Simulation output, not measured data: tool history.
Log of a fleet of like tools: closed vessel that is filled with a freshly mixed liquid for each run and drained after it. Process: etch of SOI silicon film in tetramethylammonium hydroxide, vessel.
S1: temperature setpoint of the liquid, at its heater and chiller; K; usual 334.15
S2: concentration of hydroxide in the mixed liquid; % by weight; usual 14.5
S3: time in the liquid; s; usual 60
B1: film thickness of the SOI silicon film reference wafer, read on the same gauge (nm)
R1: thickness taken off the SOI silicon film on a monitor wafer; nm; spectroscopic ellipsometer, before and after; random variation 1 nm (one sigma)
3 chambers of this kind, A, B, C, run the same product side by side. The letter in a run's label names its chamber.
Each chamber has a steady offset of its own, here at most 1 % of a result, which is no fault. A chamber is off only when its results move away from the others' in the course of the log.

run,hour,S1,S2,S3,B1,R1
1A,8.8,334.15,14.5,60,80.006,210.7
2C,15.8,334.15,14.5,60,80.038,210.43
3B,24.4,334.15,14.5,60,79.987,209.36
4A,32.4,334.15,14.5,60,80.016,208.92
5B,41.1,334.15,14.5,60,79.988,208.54
6C,46.1,334.15,14.5,60,80.063,209.36
7B,51.2,334.15,14.5,60,79.975,207.53
8C,56.4,334.15,14.5,60,80.025,209.39
9A,63.3,334.15,14.5,60,79.982,209.33
10C,67.9,334.15,14.5,60,79.961,210.1
# hour 68: chamber C: thermometer replaced
11B,75.8,334.15,14.5,60,79.978,210.93
12A,83,334.15,14.5,60,79.988,208.15
13B,89.7,334.15,14.5,60,79.983,212.56
# hour 90.9: chamber A: hydroxide flow meter replaced
14A,94.9,334.15,14.5,60,79.997,208.05
15C,102.1,334.15,14.5,60,80.055,211.99
16C,108.9,334.15,14.5,60,79.998,211.03
17A,115.9,330.65,11,60,79.993,189
18B,123.7,330.65,11,60,80.048,196.4
19A,131.3,330.65,11,60,80.022,189.24
20C,140,334.15,14.5,60,80.022,210.2
21B,146.9,334.15,14.5,60,79.966,218.86
22C,153.4,334.15,14.5,60,80.025,210.39
23A,162.9,334.15,14.5,60,80.002,206.68
24B,168.1,334.15,14.5,60,79.972,222.13
25C,173.4,334.15,14.5,60,80.004,210.87
26B,178.8,334.15,14.5,60,80.009,222.21

All 3 chambers run these settings next. Forecast each chamber's results:
27A,185.6,327.15,14.5,60,,?
27B,185.6,327.15,14.5,60,,?
27C,185.6,327.15,14.5,60,,?

run,R1
27A,133.26
27B,144.83
27C,136.87

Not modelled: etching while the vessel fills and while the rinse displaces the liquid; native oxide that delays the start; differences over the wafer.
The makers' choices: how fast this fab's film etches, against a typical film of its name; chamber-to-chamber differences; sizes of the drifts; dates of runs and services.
